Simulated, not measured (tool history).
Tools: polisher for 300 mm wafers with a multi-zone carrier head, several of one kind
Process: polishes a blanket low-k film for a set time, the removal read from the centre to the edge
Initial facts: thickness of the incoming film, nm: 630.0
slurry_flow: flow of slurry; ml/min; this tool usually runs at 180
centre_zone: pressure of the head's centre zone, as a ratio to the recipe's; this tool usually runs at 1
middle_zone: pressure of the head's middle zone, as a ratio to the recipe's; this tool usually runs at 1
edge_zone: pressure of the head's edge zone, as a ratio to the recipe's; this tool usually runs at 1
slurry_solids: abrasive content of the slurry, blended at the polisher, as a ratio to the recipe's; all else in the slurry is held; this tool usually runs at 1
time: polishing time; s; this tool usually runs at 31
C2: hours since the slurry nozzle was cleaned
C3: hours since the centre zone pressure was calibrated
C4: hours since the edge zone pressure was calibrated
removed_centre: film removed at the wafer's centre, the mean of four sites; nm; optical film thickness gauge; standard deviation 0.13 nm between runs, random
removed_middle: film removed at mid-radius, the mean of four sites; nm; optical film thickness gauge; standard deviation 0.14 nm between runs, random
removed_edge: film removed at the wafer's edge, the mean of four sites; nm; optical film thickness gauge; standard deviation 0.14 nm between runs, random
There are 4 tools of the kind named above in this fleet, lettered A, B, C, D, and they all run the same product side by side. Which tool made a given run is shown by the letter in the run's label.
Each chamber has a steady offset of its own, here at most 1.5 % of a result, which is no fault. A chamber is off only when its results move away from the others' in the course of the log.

{"run": "1D", "hour": 8.3, "slurry_flow": 180, "centre_zone": 1, "middle_zone": 1, "edge_zone": 1, "slurry_solids": 1, "time": 31, "wafers polished on this pad": 455, "C2": 666.9, "C3": 1078.9, "C4": 800.9, "removed_centre": 13.988, "removed_middle": 14.256, "removed_edge": 14.166}
{"hour": 15.6, "done": "chamber C: worn pad replaced by a new one"}
{"run": "2B", "hour": 16.9, "slurry_flow": 180, "centre_zone": 1, "middle_zone": 1, "edge_zone": 1, "slurry_solids": 1, "time": 31, "wafers polished on this pad": 670, "C2": 307.7, "C3": 1087.3, "C4": 798, "removed_centre": 14.24, "removed_middle": 14.335, "removed_edge": 14.017}
{"hour": 20.9, "done": "chamber B: worn pad replaced by a new one"}
{"run": "3C", "hour": 21.5, "slurry_flow": 180, "centre_zone": 1, "middle_zone": 1, "edge_zone": 1, "slurry_solids": 1, "time": 31, "wafers polished on this pad": 38, "C2": 737.1, "C3": 90.2, "C4": 678.4, "removed_centre": 14.411, "removed_middle": 13.998, "removed_edge": 13.972}
{"run": "4A", "hour": 27.4, "slurry_flow": 180, "centre_zone": 1, "middle_zone": 1, "edge_zone": 1, "slurry_solids": 1, "time": 31, "wafers polished on this pad": 780, "C2": 581.5, "C3": 336.9, "C4": 765, "removed_centre": 13.961, "removed_middle": 14.049, "removed_edge": 13.917}
{"run": "5B", "hour": 32.5, "slurry_flow": 125, "centre_zone": 1, "middle_zone": 1, "edge_zone": 1, "slurry_solids": 0.75, "time": 31, "wafers polished on this pad": 74, "C2": 323.3, "C3": 1102.9, "C4": 813.6, "removed_centre": 11.511, "removed_middle": 11.511, "removed_edge": 11.695}
{"run": "6C", "hour": 37.0, "slurry_flow": 125, "centre_zone": 1, "middle_zone": 1, "edge_zone": 1, "slurry_solids": 0.75, "time": 31, "wafers polished on this pad": 138, "C2": 752.6, "C3": 105.7, "C4": 693.9, "removed_centre": 11.325, "removed_middle": 11.475, "removed_edge": 11.727}
{"run": "7D", "hour": 43.8, "slurry_flow": 125, "centre_zone": 1, "middle_zone": 1, "edge_zone": 1, "slurry_solids": 0.75, "time": 31, "wafers polished on this pad": 683, "C2": 702.4, "C3": 1114.4, "C4": 836.4, "removed_centre": 11.228, "removed_middle": 11.448, "removed_edge": 11.642}
{"run": "8A", "hour": 48.8, "slurry_flow": 125, "centre_zone": 1, "middle_zone": 1, "edge_zone": 1, "slurry_solids": 0.75, "time": 31, "wafers polished on this pad": 918, "C2": 602.9, "C3": 358.3, "C4": 786.4, "removed_centre": 11.39, "removed_middle": 11.515, "removed_edge": 11.586}
{"run": "9A", "hour": 55.3, "slurry_flow": 180, "centre_zone": 1, "middle_zone": 1, "edge_zone": 1, "slurry_solids": 1, "time": 31, "wafers polished on this pad": 960, "C2": 609.4, "C3": 364.8, "C4": 792.9, "removed_centre": 14.271, "removed_middle": 14.042, "removed_edge": 13.877}
{"run": "10B", "hour": 59.8, "slurry_flow": 180, "centre_zone": 1, "middle_zone": 1, "edge_zone": 1, "slurry_solids": 1, "time": 31, "wafers polished on this pad": 250, "C2": 350.6, "C3": 1130.2, "C4": 840.9, "removed_centre": 14.12, "removed_middle": 14.179, "removed_edge": 14.114}
{"run": "11C", "hour": 69.1, "slurry_flow": 180, "centre_zone": 1, "middle_zone": 1, "edge_zone": 1, "slurry_solids": 1, "time": 31, "wafers polished on this pad": 345, "C2": 784.7, "C3": 137.8, "C4": 726, "removed_centre": 14.326, "removed_middle": 13.83, "removed_edge": 14.288}
{"hour": 70.8, "done": "chamber D: worn pad replaced by a new one"}
{"run": "12D", "hour": 74.0, "slurry_flow": 180, "centre_zone": 1, "middle_zone": 1, "edge_zone": 1, "slurry_solids": 1, "time": 31, "wafers polished on this pad": 21, "C2": 732.6, "C3": 1144.6, "C4": 866.6, "removed_centre": 14.244, "removed_middle": 14.029, "removed_edge": 14.192}
{"run": "13D", "hour": 80.5, "slurry_flow": 180, "centre_zone": 1, "middle_zone": 1, "edge_zone": 1, "slurry_solids": 1, "time": 31, "wafers polished on this pad": 63, "C2": 739.1, "C3": 1151.1, "C4": 873.1, "removed_centre": 14.361, "removed_middle": 14.151, "removed_edge": 14.18}
{"hour": 81.4, "done": "chamber C: slurry nozzle cleaned"}
{"hour": 81.9, "done": "chamber D: slurry nozzle cleaned"}
{"hour": 87.7, "done": "chamber A: worn pad replaced by a new one"}
{"run": "14C", "hour": 88.2, "slurry_flow": 180, "centre_zone": 1, "middle_zone": 1, "edge_zone": 1, "slurry_solids": 1, "time": 31, "wafers polished on this pad": 468, "C2": 6.9, "C3": 156.9, "C4": 745.1, "removed_centre": 13.877, "removed_middle": 14.243, "removed_edge": 14.069}
{"run": "15B", "hour": 94.1, "slurry_flow": 180, "centre_zone": 1, "middle_zone": 1, "edge_zone": 1, "slurry_solids": 1, "time": 31, "wafers polished on this pad": 471, "C2": 384.9, "C3": 1164.5, "C4": 875.2, "removed_centre": 14.201, "removed_middle": 14.253, "removed_edge": 14.052}
{"run": "16A", "hour": 98.7, "slurry_flow": 180, "centre_zone": 1, "middle_zone": 1, "edge_zone": 1, "slurry_solids": 1, "time": 31, "wafers polished on this pad": 71, "C2": 652.8, "C3": 408.2, "C4": 836.3, "removed_centre": 14.06, "removed_middle": 14.365, "removed_edge": 14.184}
{"hour": 100.8, "done": "chamber C: worn pad replaced by a new one"}
{"run": "17D", "hour": 105.0, "slurry_flow": 180, "centre_zone": 1, "middle_zone": 1, "edge_zone": 1, "slurry_solids": 1, "time": 31, "wafers polished on this pad": 220, "C2": 23.2, "C3": 1175.6, "C4": 897.6, "removed_centre": 13.985, "removed_middle": 14.283, "removed_edge": 14.18}
{"hour": 105.6, "done": "chamber A: centre zone pressure recalibrated"}
{"run": "18C", "hour": 110.9, "slurry_flow": 180, "centre_zone": 1, "middle_zone": 1, "edge_zone": 1, "slurry_solids": 1, "time": 31, "wafers polished on this pad": 65, "C2": 29.6, "C3": 179.6, "C4": 767.8, "removed_centre": 14.196, "removed_middle": 13.914, "removed_edge": 13.944}
{"run": "19B", "hour": 118.8, "slurry_flow": 180, "centre_zone": 1, "middle_zone": 1, "edge_zone": 1, "slurry_solids": 1, "time": 31, "wafers polished on this pad": 631, "C2": 409.6, "C3": 1189.2, "C4": 899.9, "removed_centre": 14.321, "removed_middle": 14.225, "removed_edge": 14.018}
{"hour": 120.3, "done": "chamber D: centre zone pressure recalibrated"}
{"run": "20A", "hour": 126.5, "slurry_flow": 180, "centre_zone": 1, "middle_zone": 1, "edge_zone": 1, "slurry_solids": 1, "time": 31, "wafers polished on this pad": 250, "C2": 680.6, "C3": 20.9, "C4": 864.1, "removed_centre": 13.948, "removed_middle": 14.034, "removed_edge": 13.861}
{"hour": 128.3, "done": "chamber B: worn pad replaced by a new one"}
{"run": "21A", "hour": 135.1, "slurry_flow": 180, "centre_zone": 1, "middle_zone": 1, "edge_zone": 1, "slurry_solids": 1, "time": 31, "wafers polished on this pad": 305, "C2": 689.2, "C3": 29.5, "C4": 872.7, "removed_centre": 14.078, "removed_middle": 14.153, "removed_edge": 14.017}
{"run": "22D", "hour": 141.3, "slurry_flow": 180, "centre_zone": 1, "middle_zone": 1, "edge_zone": 1, "slurry_solids": 1, "time": 31, "wafers polished on this pad": 454, "C2": 59.5, "C3": 21.1, "C4": 933.9, "removed_centre": 12.648, "removed_middle": 14.116, "removed_edge": 14.276}
{"run": "23C", "hour": 150.6, "slurry_flow": 180, "centre_zone": 1, "middle_zone": 1, "edge_zone": 1, "slurry_solids": 1, "time": 31, "wafers polished on this pad": 321, "C2": 69.3, "C3": 219.3, "C4": 807.5, "removed_centre": 14.265, "removed_middle": 14.096, "removed_edge": 14.062}
{"run": "24B", "hour": 157.5, "slurry_flow": 155, "centre_zone": 1, "middle_zone": 1, "edge_zone": 1, "slurry_solids": 1, "time": 31, "wafers polished on this pad": 188, "C2": 448.3, "C3": 1227.9, "C4": 938.6, "removed_centre": 13.929, "removed_middle": 14.017, "removed_edge": 14.009}
{"run": "25C", "hour": 162.8, "slurry_flow": 155, "centre_zone": 1, "middle_zone": 1, "edge_zone": 1, "slurry_solids": 1, "time": 31, "wafers polished on this pad": 400, "C2": 81.5, "C3": 231.5, "C4": 819.7, "removed_centre": 13.842, "removed_middle": 13.355, "removed_edge": 13.553}
{"run": "26D", "hour": 166.8, "slurry_flow": 155, "centre_zone": 1, "middle_zone": 1, "edge_zone": 1, "slurry_solids": 1, "time": 31, "wafers polished on this pad": 619, "C2": 85, "C3": 46.6, "C4": 959.4, "removed_centre": 12.455, "removed_middle": 13.772, "removed_edge": 13.773}
{"run": "27B", "hour": 173.4, "slurry_flow": 155, "centre_zone": 1, "middle_zone": 1, "edge_zone": 1, "slurry_solids": 1, "time": 31, "wafers polished on this pad": 290, "C2": 464.2, "C3": 1243.8, "C4": 954.5, "removed_centre": 13.753, "removed_middle": 13.954, "removed_edge": 13.822}
{"run": "28A", "hour": 178.5, "slurry_flow": 180, "centre_zone": 1, "middle_zone": 1, "edge_zone": 1, "slurry_solids": 1, "time": 31, "wafers polished on this pad": 585, "C2": 732.6, "C3": 72.9, "C4": 916.1, "removed_centre": 14.064, "removed_middle": 14.326, "removed_edge": 14.319}
{"hour": 187.2, "done": "chamber C: worn pad replaced by a new one"}
{"run": "29D", "hour": 187.2, "slurry_flow": 180, "centre_zone": 1, "middle_zone": 1, "edge_zone": 1, "slurry_solids": 1, "time": 31, "wafers polished on this pad": 750, "C2": 105.4, "C3": 67, "C4": 979.8, "removed_centre": 12.854, "removed_middle": 14.238, "removed_edge": 14.125}
{"hour": 192.8, "done": "chamber D: worn pad replaced by a new one"}
{"run": "30B", "hour": 193.9, "slurry_flow": 180, "centre_zone": 1, "middle_zone": 1, "edge_zone": 1, "slurry_solids": 1, "time": 31, "wafers polished on this pad": 423, "C2": 484.7, "C3": 1264.3, "C4": 975, "removed_centre": 14.433, "removed_middle": 14.4, "removed_edge": 13.904}
{"run": "31C", "hour": 202.2, "slurry_flow": 180, "centre_zone": 1, "middle_zone": 1, "edge_zone": 1, "slurry_solids": 1, "time": 31, "wafers polished on this pad": 97, "C2": 120.9, "C3": 270.9, "C4": 859.1, "removed_centre": 14.252, "removed_middle": 13.912, "removed_edge": 14.019}
{"run": "32A", "hour": 206.8, "slurry_flow": 180, "centre_zone": 1, "middle_zone": 1, "edge_zone": 1, "slurry_solids": 1, "time": 31, "wafers polished on this pad": 768, "C2": 760.9, "C3": 101.2, "C4": 944.4, "removed_centre": 14.096, "removed_middle": 14.244, "removed_edge": 14.017}
{"run": "33B", "hour": 213.6, "slurry_flow": 180, "centre_zone": 1, "middle_zone": 1, "edge_zone": 1, "slurry_solids": 1, "time": 31, "wafers polished on this pad": 550, "C2": 504.4, "C3": 1284, "C4": 994.7, "removed_centre": 14.167, "removed_middle": 14.258, "removed_edge": 14.132}
{"run": "34A", "hour": 219.5, "slurry_flow": 180, "centre_zone": 1, "middle_zone": 1, "edge_zone": 1, "slurry_solids": 1, "time": 31, "wafers polished on this pad": 850, "C2": 773.6, "C3": 113.9, "C4": 957.1, "removed_centre": 14.165, "removed_middle": 14.12, "removed_edge": 14.086}
{"hour": 222.6, "done": "chamber B: worn pad replaced by a new one"}
{"run": "35D", "hour": 223.6, "slurry_flow": 180, "centre_zone": 1, "middle_zone": 1, "edge_zone": 1, "slurry_solids": 1, "time": 31, "wafers polished on this pad": 199, "C2": 141.8, "C3": 103.4, "C4": 1016.2, "removed_centre": 12.638, "removed_middle": 14.113, "removed_edge": 14.05}
{"run": "36C", "hour": 228.1, "slurry_flow": 180, "centre_zone": 1, "middle_zone": 0.93, "edge_zone": 1, "slurry_solids": 1, "time": 40, "wafers polished on this pad": 264, "C2": 146.8, "C3": 296.8, "C4": 885, "removed_centre": 18.72, "removed_middle": 16.618, "removed_edge": 18.3}
{"run": "37D", "hour": 233.5, "slurry_flow": 180, "centre_zone": 1, "middle_zone": 0.93, "edge_zone": 1, "slurry_solids": 1, "time": 40, "wafers polished on this pad": 262, "C2": 151.7, "C3": 113.3, "C4": 1026.1, "removed_centre": 16.287, "removed_middle": 17.068, "removed_edge": 18.143}
{"run": "38A", "hour": 239.2, "slurry_flow": 180, "centre_zone": 1, "middle_zone": 0.93, "edge_zone": 1, "slurry_solids": 1, "time": 40, "wafers polished on this pad": 977, "C2": 793.3, "C3": 133.6, "C4": 976.8, "removed_centre": 18.366, "removed_middle": 17.096, "removed_edge": 18.285}
{"run": "39C", "hour": 245.6, "slurry_flow": 180, "centre_zone": 1, "middle_zone": 0.93, "edge_zone": 1, "slurry_solids": 1, "time": 40, "wafers polished on this pad": 376, "C2": 164.3, "C3": 314.3, "C4": 902.5, "removed_centre": 18.63, "removed_middle": 16.917, "removed_edge": 18.591}
{"run": "40B", "hour": 250.7, "slurry_flow": 240, "centre_zone": 1, "middle_zone": 1, "edge_zone": 1, "slurry_solids": 1.2, "time": 31, "wafers polished on this pad": 181, "C2": 541.5, "C3": 1321.1, "C4": 1031.8, "removed_centre": 16.152, "removed_middle": 16.33, "removed_edge": 15.836}
{"hour": 254.5, "done": "chamber A: worn pad replaced by a new one"}
{"run": "41A", "hour": 257.0, "slurry_flow": 240, "centre_zone": 1, "middle_zone": 1, "edge_zone": 1, "slurry_solids": 1.2, "time": 31, "wafers polished on this pad": 16, "C2": 811.1, "C3": 151.4, "C4": 994.6, "removed_centre": 15.773, "removed_middle": 15.851, "removed_edge": 15.4}
{"run": "42D", "hour": 262.5, "slurry_flow": 240, "centre_zone": 1, "middle_zone": 1, "edge_zone": 1, "slurry_solids": 1.2, "time": 31, "wafers polished on this pad": 449, "C2": 180.7, "C3": 142.3, "C4": 1055.1, "removed_centre": 14.235, "removed_middle": 16.152, "removed_edge": 15.517}
{"run": "43C", "hour": 267.5, "slurry_flow": 240, "centre_zone": 1, "middle_zone": 1, "edge_zone": 1, "slurry_solids": 1.2, "time": 31, "wafers polished on this pad": 518, "C2": 186.2, "C3": 336.2, "C4": 924.4, "removed_centre": 15.973, "removed_middle": 15.581, "removed_edge": 15.698}

Decide between three cases: one chamber stands off from its peers, the gauge reading all wafers drifts, or nothing is wrong past each chamber's small offset. Where a chamber is off, say which and what most likely put it there.

Chamber D came out of a service off from its peers and stayed that way.
Most likely cause: centre zone's pressure below its setpoint, % = 9.

Below are 4 candidate recipes for chamber D's next run, each the usual settings with a change, their results shown as question marks. Which of them brings D's results back in line with what the other chambers give on the usual settings?
A result is in line if it is within this distance of the other chambers' mean on the usual settings: removed_centre 0.46 nm; removed_middle 0.49 nm; removed_edge 0.5 nm
{"run": "44D-1", "hour": 274.2, "slurry_flow": 185, "centre_zone": 1.04, "middle_zone": 0.99, "edge_zone": 0.99, "slurry_solids": 1, "time": 31, "removed_centre": "?", "removed_middle": "?", "removed_edge": "?"}
{"run": "44D-2", "hour": 274.2, "slurry_flow": 175, "centre_zone": 0.91, "middle_zone": 1.02, "edge_zone": 1.03, "slurry_solids": 1, "time": 31, "removed_centre": "?", "removed_middle": "?", "removed_edge": "?"}
{"run": "44D-3", "hour": 274.2, "slurry_flow": 185, "centre_zone": 1.09, "middle_zone": 0.98, "edge_zone": 0.97, "slurry_solids": 1, "time": 31, "removed_centre": "?", "removed_middle": "?", "removed_edge": "?"}
{"run": "44D-4", "hour": 274.2, "slurry_flow": 175, "centre_zone": 0.96, "middle_zone": 1.01, "edge_zone": 1.01, "slurry_solids": 1, "time": 31, "removed_centre": "?", "removed_middle": "?", "removed_edge": "?"}

Average result of the remaining chambers running the usual settings: removed_centre 14.174 nm; removed_middle 14.106 nm; removed_edge 14.088 nm
run=44D-1 removed_centre=13.251 removed_middle=14.03 removed_edge=13.994
run=44D-2 removed_centre=11.316 removed_middle=14.304 removed_edge=14.196
run=44D-3 removed_centre=13.952 removed_middle=13.896 removed_edge=13.845
run=44D-4 removed_centre=12.011 removed_middle=14.171 removed_edge=14.049
With 44D-3, the chamber falls back in line with the rest.
